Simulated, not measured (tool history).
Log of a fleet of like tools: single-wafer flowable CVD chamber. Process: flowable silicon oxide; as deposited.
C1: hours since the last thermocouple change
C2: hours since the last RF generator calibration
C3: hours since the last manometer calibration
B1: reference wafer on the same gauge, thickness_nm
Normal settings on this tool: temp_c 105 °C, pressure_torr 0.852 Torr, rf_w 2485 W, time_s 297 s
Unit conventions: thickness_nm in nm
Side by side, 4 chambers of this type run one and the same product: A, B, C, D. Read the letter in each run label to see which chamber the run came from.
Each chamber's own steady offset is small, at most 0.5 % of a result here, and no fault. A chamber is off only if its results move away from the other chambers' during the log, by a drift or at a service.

{"run": "1B", "hour": 7.7, "temp_c": 105, "pressure_torr": 0.852, "rf_w": 2485, "time_s": 297, "C1": 1275.4, "C2": 998.7, "C3": 157.9, "B1": 145.89, "thickness_nm": 172.7}
{"run": "2A", "hour": 20.9, "temp_c": 105, "pressure_torr": 0.852, "rf_w": 2485, "time_s": 297, "C1": 114.9, "C2": 313.6, "C3": 234.7, "B1": 145.86, "thickness_nm": 172.79}
{"run": "3D", "hour": 33.9, "temp_c": 105, "pressure_torr": 0.852, "rf_w": 2485, "time_s": 297, "C1": 1415.3, "C2": 1183.5, "C3": 995.5, "B1": 145.96, "thickness_nm": 172.35}
{"run": "4C", "hour": 46.3, "temp_c": 105, "pressure_torr": 0.852, "rf_w": 2485, "time_s": 297, "C1": 783.5, "C2": 545.2, "C3": 614.2, "B1": 146.06, "thickness_nm": 174.62}
{"run": "5D", "hour": 59.3, "temp_c": 105, "pressure_torr": 0.852, "rf_w": 2485, "time_s": 297, "C1": 1440.7, "C2": 1208.9, "C3": 1020.9, "B1": 146.0, "thickness_nm": 172.3}
{"run": "6B", "hour": 66.8, "temp_c": 105, "pressure_torr": 0.852, "rf_w": 2485, "time_s": 297, "C1": 1334.5, "C2": 1057.8, "C3": 217.0, "B1": 146.01, "thickness_nm": 171.42}
{"run": "7C", "hour": 76.9, "temp_c": 93, "pressure_torr": 0.669, "rf_w": 2485, "time_s": 297, "C1": 814.1, "C2": 575.8, "C3": 644.8, "B1": 145.87, "thickness_nm": 186.05}
{"run": "8A", "hour": 87.0, "temp_c": 93, "pressure_torr": 0.669, "rf_w": 2485, "time_s": 297, "C1": 181.0, "C2": 379.7, "C3": 300.8, "B1": 146.2, "thickness_nm": 185.66}
{"run": "9C", "hour": 99.1, "temp_c": 93, "pressure_torr": 0.669, "rf_w": 2485, "time_s": 297, "C1": 836.3, "C2": 598.0, "C3": 667.0, "B1": 146.18, "thickness_nm": 186.6}
{"run": "10B", "hour": 111.4, "temp_c": 93, "pressure_torr": 0.669, "rf_w": 2485, "time_s": 297, "C1": 1379.1, "C2": 1102.4, "C3": 261.6, "B1": 146.18, "thickness_nm": 184.59}
{"run": "11A", "hour": 123.0, "temp_c": 105, "pressure_torr": 0.852, "rf_w": 2485, "time_s": 297, "C1": 217.0, "C2": 415.7, "C3": 336.8, "B1": 145.99, "thickness_nm": 170.91}
{"run": "12D", "hour": 131.7, "temp_c": 105, "pressure_torr": 0.852, "rf_w": 2485, "time_s": 297, "C1": 1513.1, "C2": 1281.3, "C3": 1093.3, "B1": 146.14, "thickness_nm": 173.93}
{"run": "13A", "hour": 144.0, "temp_c": 105, "pressure_torr": 0.852, "rf_w": 2485, "time_s": 297, "C1": 238.0, "C2": 436.7, "C3": 357.8, "B1": 146.22, "thickness_nm": 168.33}
{"run": "14D", "hour": 153.1, "temp_c": 105, "pressure_torr": 0.852, "rf_w": 2705, "time_s": 297, "C1": 1534.5, "C2": 1302.7, "C3": 1114.7, "B1": 146.13, "thickness_nm": 172.63}
{"run": "15C", "hour": 167.3, "temp_c": 105, "pressure_torr": 0.852, "rf_w": 2705, "time_s": 297, "C1": 904.5, "C2": 666.2, "C3": 735.2, "B1": 145.99, "thickness_nm": 174.75}
{"run": "16B", "hour": 178.9, "temp_c": 105, "pressure_torr": 0.852, "rf_w": 2705, "time_s": 297, "C1": 1446.6, "C2": 1169.9, "C3": 329.1, "B1": 145.96, "thickness_nm": 174.04}
{"run": "17C", "hour": 187.3, "temp_c": 105, "pressure_torr": 0.852, "rf_w": 2705, "time_s": 297, "C1": 924.5, "C2": 686.2, "C3": 755.2, "B1": 146.05, "thickness_nm": 174.22}
{"run": "18D", "hour": 200.0, "temp_c": 105, "pressure_torr": 0.852, "rf_w": 2485, "time_s": 297, "C1": 1581.4, "C2": 1349.6, "C3": 1161.6, "B1": 145.99, "thickness_nm": 172.88}
{"run": "19B", "hour": 210.3, "temp_c": 105, "pressure_torr": 0.852, "rf_w": 2485, "time_s": 297, "C1": 1478.0, "C2": 1201.3, "C3": 360.5, "B1": 146.19, "thickness_nm": 171.09}
{"run": "20A", "hour": 218.7, "temp_c": 105, "pressure_torr": 0.852, "rf_w": 2485, "time_s": 297, "C1": 312.7, "C2": 511.4, "C3": 432.5, "B1": 145.83, "thickness_nm": 166.52}
{"run": "21A", "hour": 225.9, "temp_c": 105, "pressure_torr": 0.852, "rf_w": 2485, "time_s": 297, "C1": 319.9, "C2": 518.6, "C3": 439.7, "B1": 146.24, "thickness_nm": 164.83}
{"run": "22B", "hour": 235.6, "temp_c": 105, "pressure_torr": 0.852, "rf_w": 2485, "time_s": 297, "C1": 1503.3, "C2": 1226.6, "C3": 385.8, "B1": 145.99, "thickness_nm": 171.24}
{"run": "23C", "hour": 243.6, "temp_c": 105, "pressure_torr": 0.852, "rf_w": 2485, "time_s": 297, "C1": 980.8, "C2": 742.5, "C3": 811.5, "B1": 146.08, "thickness_nm": 173.31}
{"run": "24D", "hour": 250.7, "temp_c": 105, "pressure_torr": 0.852, "rf_w": 2485, "time_s": 297, "C1": 1632.1, "C2": 1400.3, "C3": 1212.3, "B1": 146.05, "thickness_nm": 172.44}
{"run": "25D", "hour": 262.1, "temp_c": 105, "pressure_torr": 0.852, "rf_w": 2485, "time_s": 297, "C1": 1643.5, "C2": 1411.7, "C3": 1223.7, "B1": 146.17, "thickness_nm": 170.07}

Read the log: is a single chamber off, either drifting away or since a service, is the gauge that measures every chamber drifting, or is nothing wrong beyond small per-chamber offsets? Name any odd chamber and what most likely caused it.

Chamber A drifts away from the others.
Likeliest cause: true pressure below the setpoint (%) = 3.94.
The log may not tell that from: wafer temperature above the value expected at the setpoint (K).

Which of the 4 candidates below, each the usual settings with something changed and its results left as question marks, puts chamber A back in line with what the other chambers give on the usual settings?
Allowed miss from the other chambers' usual-settings mean, per result, to count as in line: thickness_nm 3.30 nm
{"run": "26A-1", "hour": 273.1, "temp_c": 104, "pressure_torr": 0.86, "rf_w": 2485, "time_s": 298, "thickness_nm": "?"}
{"run": "26A-2", "hour": 273.1, "temp_c": 106, "pressure_torr": 0.844, "rf_w": 2485, "time_s": 296, "thickness_nm": "?"}
{"run": "26A-3", "hour": 273.1, "temp_c": 105, "pressure_torr": 0.809, "rf_w": 2485, "time_s": 290, "thickness_nm": "?"}
{"run": "26A-4", "hour": 273.1, "temp_c": 103, "pressure_torr": 0.866, "rf_w": 2490, "time_s": 299, "thickness_nm": "?"}

Usual-settings mean across the other chambers: thickness_nm 171.90 nm
run=26A-1 thickness_nm=172.21
run=26A-2 thickness_nm=156.39
run=26A-3 thickness_nm=150.00
run=26A-4 thickness_nm=180.25
26A-1 brings the chamber back in line.
